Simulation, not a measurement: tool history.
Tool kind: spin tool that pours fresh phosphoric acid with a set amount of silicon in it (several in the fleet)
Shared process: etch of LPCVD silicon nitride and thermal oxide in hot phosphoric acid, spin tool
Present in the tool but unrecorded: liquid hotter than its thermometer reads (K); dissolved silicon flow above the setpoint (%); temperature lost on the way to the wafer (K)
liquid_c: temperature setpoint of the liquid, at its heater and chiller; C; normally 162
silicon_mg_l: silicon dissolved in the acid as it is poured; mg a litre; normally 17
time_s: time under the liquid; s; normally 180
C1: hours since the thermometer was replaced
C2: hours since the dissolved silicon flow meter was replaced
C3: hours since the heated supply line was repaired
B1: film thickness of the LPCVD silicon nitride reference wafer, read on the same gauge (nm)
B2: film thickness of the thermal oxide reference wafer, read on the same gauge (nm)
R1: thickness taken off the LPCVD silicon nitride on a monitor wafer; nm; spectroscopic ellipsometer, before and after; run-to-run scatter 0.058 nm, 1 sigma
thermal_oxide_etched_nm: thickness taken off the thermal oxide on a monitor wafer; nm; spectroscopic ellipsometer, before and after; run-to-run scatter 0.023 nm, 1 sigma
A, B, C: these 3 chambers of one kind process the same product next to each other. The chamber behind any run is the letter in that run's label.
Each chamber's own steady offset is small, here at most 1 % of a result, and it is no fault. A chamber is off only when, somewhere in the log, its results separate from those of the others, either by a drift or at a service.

Run 1C, hour 3.3: usual settings; C1 2553.8; C2 250.4; C3 899.4; B1 140.02; B2 40.018. Result: R1 16.731 nm, thermal_oxide_etched_nm 0.41725 nm.
Run 2A, hour 8.3: usual settings; C1 491.9; C2 220.2; C3 263.6; B1 140; B2 39.961. Result: R1 16.744 nm, thermal_oxide_etched_nm 0.37927 nm.
Run 3B, hour 12.5: usual settings; C1 44.7; C2 53.8; C3 2158.5; B1 140.02; B2 40.021. Result: R1 16.5 nm, thermal_oxide_etched_nm 0.41412 nm.
Run 4B, hour 16.1: usual settings; C1 48.3; C2 57.4; C3 2162.1; B1 140; B2 40.027. Result: R1 16.567 nm, thermal_oxide_etched_nm 0.40007 nm.
Run 5A, hour 18.6: usual settings; C1 502.2; C2 230.5; C3 273.9; B1 140.04; B2 40.025. Result: R1 16.703 nm, thermal_oxide_etched_nm 0.34992 nm.
Run 6C, hour 22.3: usual settings; C1 2572.8; C2 269.4; C3 918.4; B1 140.06; B2 40.029. Result: R1 16.737 nm, thermal_oxide_etched_nm 0.4322 nm.
Run 7A, hour 25.5: usual settings; C1 509.1; C2 237.4; C3 280.8; B1 140.05; B2 39.988. Result: R1 16.823 nm, thermal_oxide_etched_nm 0.40469 nm.
Run 8C, hour 29.2: usual settings; C1 2579.7; C2 276.3; C3 925.3; B1 139.97; B2 40.036. Result: R1 16.715 nm, thermal_oxide_etched_nm 0.44044 nm.
Run 9B, hour 32.1: usual settings; C1 64.3; C2 73.4; C3 2178.1; B1 139.95; B2 39.968. Result: R1 16.467 nm, thermal_oxide_etched_nm 0.37886 nm.
Run 10A, hour 35.9: usual settings; C1 519.5; C2 247.8; C3 291.2; B1 140.01; B2 39.999. Result: R1 16.744 nm, thermal_oxide_etched_nm 0.39287 nm.
Run 11B, hour 38.6: usual settings but silicon_mg_l 6.5 mg a litre, time_s 100 s; C1 70.8; C2 79.9; C3 2184.6; B1 140.01; B2 39.968. Result: R1 9.15 nm, thermal_oxide_etched_nm 0.29133 nm.
Run 12C, hour 42.8: usual settings but silicon_mg_l 6.5 mg a litre, time_s 100 s; C1 2593.3; C2 289.9; C3 938.9; B1 140.04; B2 39.992. Result: R1 9.3354 nm, thermal_oxide_etched_nm 0.27945 nm.
Run 13C, hour 45.8: usual settings but silicon_mg_l 6.5 mg a litre, time_s 100 s; C1 2596.3; C2 292.9; C3 941.9; B1 139.98; B2 39.989. Result: R1 9.2196 nm, thermal_oxide_etched_nm 0.2775 nm.
Run 14A, hour 49.8: usual settings; C1 533.4; C2 261.7; C3 305.1; B1 139.99; B2 40.02. Result: R1 16.762 nm, thermal_oxide_etched_nm 0.37914 nm.
Run 15B, hour 53.6: usual settings; C1 85.8; C2 94.9; C3 2199.6; B1 139.97; B2 40.014. Result: R1 16.487 nm, thermal_oxide_etched_nm 0.40634 nm.
Run 16C, hour 57.9: usual settings; C1 2608.4; C2 305; C3 954; B1 140; B2 39.992. Result: R1 16.855 nm, thermal_oxide_etched_nm 0.36375 nm.
Run 17A, hour 62.6: usual settings; C1 546.2; C2 274.5; C3 317.9; B1 139.97; B2 40.023. Result: R1 16.715 nm, thermal_oxide_etched_nm 0.42581 nm.
Run 18B, hour 67.6: usual settings; C1 99.8; C2 108.9; C3 2213.6; B1 139.99; B2 39.953. Result: R1 16.582 nm, thermal_oxide_etched_nm 0.38538 nm.
Run 19B, hour 71.7: usual settings; C1 103.9; C2 113; C3 2217.7; B1 139.93; B2 39.975. Result: R1 16.519 nm, thermal_oxide_etched_nm 0.41602 nm.
Run 20A, hour 74.5: usual settings; C1 558.1; C2 286.4; C3 329.8; B1 139.97; B2 39.963. Result: R1 16.751 nm, thermal_oxide_etched_nm 0.39782 nm.
Run 21C, hour 76.7: usual settings but liquid_c 160 C, time_s 280 s; C1 2627.2; C2 323.8; C3 972.8; B1 140.02; B2 40.025. Result: R1 24.405 nm, thermal_oxide_etched_nm 0.52417 nm.
Run 22A, hour 81.7: usual settings but liquid_c 160 C, time_s 280 s; C1 565.3; C2 293.6; C3 337; B1 140.02; B2 40.01. Result: R1 24.349 nm, thermal_oxide_etched_nm 0.52946 nm.
Run 23C, hour 86.8: usual settings but liquid_c 160 C, time_s 280 s; C1 2637.3; C2 333.9; C3 982.9; B1 139.96; B2 39.989. Result: R1 24.417 nm, thermal_oxide_etched_nm 0.48549 nm.
Run 24B, hour 90.6: usual settings; C1 122.8; C2 131.9; C3 2236.6; B1 139.97; B2 40.011. Result: R1 16.539 nm, thermal_oxide_etched_nm 0.39249 nm.
Run 25C, hour 93: usual settings; C1 2643.5; C2 340.1; C3 989.1; B1 139.95; B2 40.02. Result: R1 16.675 nm, thermal_oxide_etched_nm 0.34931 nm.
Run 26B, hour 95.7: usual settings; C1 127.9; C2 137; C3 2241.7; B1 139.99; B2 40.025. Result: R1 16.656 nm, thermal_oxide_etched_nm 0.4059 nm.
Run 27A, hour 98.4: usual settings; C1 582; C2 310.3; C3 353.7; B1 140.05; B2 40.003. Result: R1 16.731 nm, thermal_oxide_etched_nm 0.38101 nm.
Run 28A, hour 101.1: usual settings; C1 584.7; C2 313; C3 356.4; B1 139.99; B2 39.978. Result: R1 16.755 nm, thermal_oxide_etched_nm 0.42337 nm.
Run 29C, hour 103.5: usual settings; C1 2654; C2 350.6; C3 999.6; B1 139.97; B2 40.02. Result: R1 16.675 nm, thermal_oxide_etched_nm 0.35796 nm.
Run 30B, hour 106.7: usual settings; C1 138.9; C2 148; C3 2252.7; B1 140.03; B2 40.001. Result: R1 16.609 nm, thermal_oxide_etched_nm 0.40839 nm.
Run 31B, hour 111.1: usual settings; C1 143.3; C2 152.4; C3 2257.1; B1 139.98; B2 39.985. Result: R1 16.447 nm, thermal_oxide_etched_nm 0.4277 nm.
Run 32A, hour 116.1: usual settings; C1 599.7; C2 328; C3 371.4; B1 139.94; B2 40.043. Result: R1 16.796 nm, thermal_oxide_etched_nm 0.44016 nm.
Run 33C, hour 120.4: usual settings; C1 2670.9; C2 367.5; C3 1016.5; B1 140.04; B2 39.989. Result: R1 16.78 nm, thermal_oxide_etched_nm 0.35267 nm.
Run 34C, hour 124.5: usual settings; C1 2675; C2 371.6; C3 1020.6; B1 139.97; B2 40.015. Result: R1 16.675 nm, thermal_oxide_etched_nm 0.41114 nm.
Run 35B, hour 128.9: usual settings; C1 161.1; C2 170.2; C3 2274.9; B1 139.95; B2 39.995. Result: R1 16.521 nm, thermal_oxide_etched_nm 0.42102 nm.
Run 36A, hour 133.4: usual settings; C1 617; C2 345.3; C3 388.7; B1 140.02; B2 39.994. Result: R1 16.76 nm, thermal_oxide_etched_nm 0.38343 nm.
Run 37A, hour 138.1: usual settings; C1 621.7; C2 350; C3 393.4; B1 139.97; B2 39.998. Result: R1 16.725 nm, thermal_oxide_etched_nm 0.40215 nm.
Run 38B, hour 142.1: usual settings; C1 174.3; C2 183.4; C3 2288.1; B1 139.98; B2 39.967. Result: R1 16.48 nm, thermal_oxide_etched_nm 0.38152 nm.
Run 39C, hour 147: usual settings; C1 2697.5; C2 394.1; C3 1043.1; B1 140.02; B2 40.019. Result: R1 16.659 nm, thermal_oxide_etched_nm 0.36221 nm.
Run 40C, hour 151.2: usual settings; C1 2701.7; C2 398.3; C3 1047.3; B1 140.04; B2 40.024. Result: R1 16.697 nm, thermal_oxide_etched_nm 0.396 nm.
Run 41B, hour 155.9: usual settings but silicon_mg_l 9.5 mg a litre, time_s 220 s; C1 188.1; C2 197.2; C3 2301.9; B1 140.03; B2 40.02. Result: R1 20.33 nm, thermal_oxide_etched_nm 0.59909 nm.

Decide between three cases: one chamber stands off from its peers, the gauge reading all wafers drifts, or nothing is wrong past each chamber's small offset. Where a chamber is off, say which and what most likely put it there.

All chambers stay in line apart from their small fixed offsets, and the gauge does not drift.
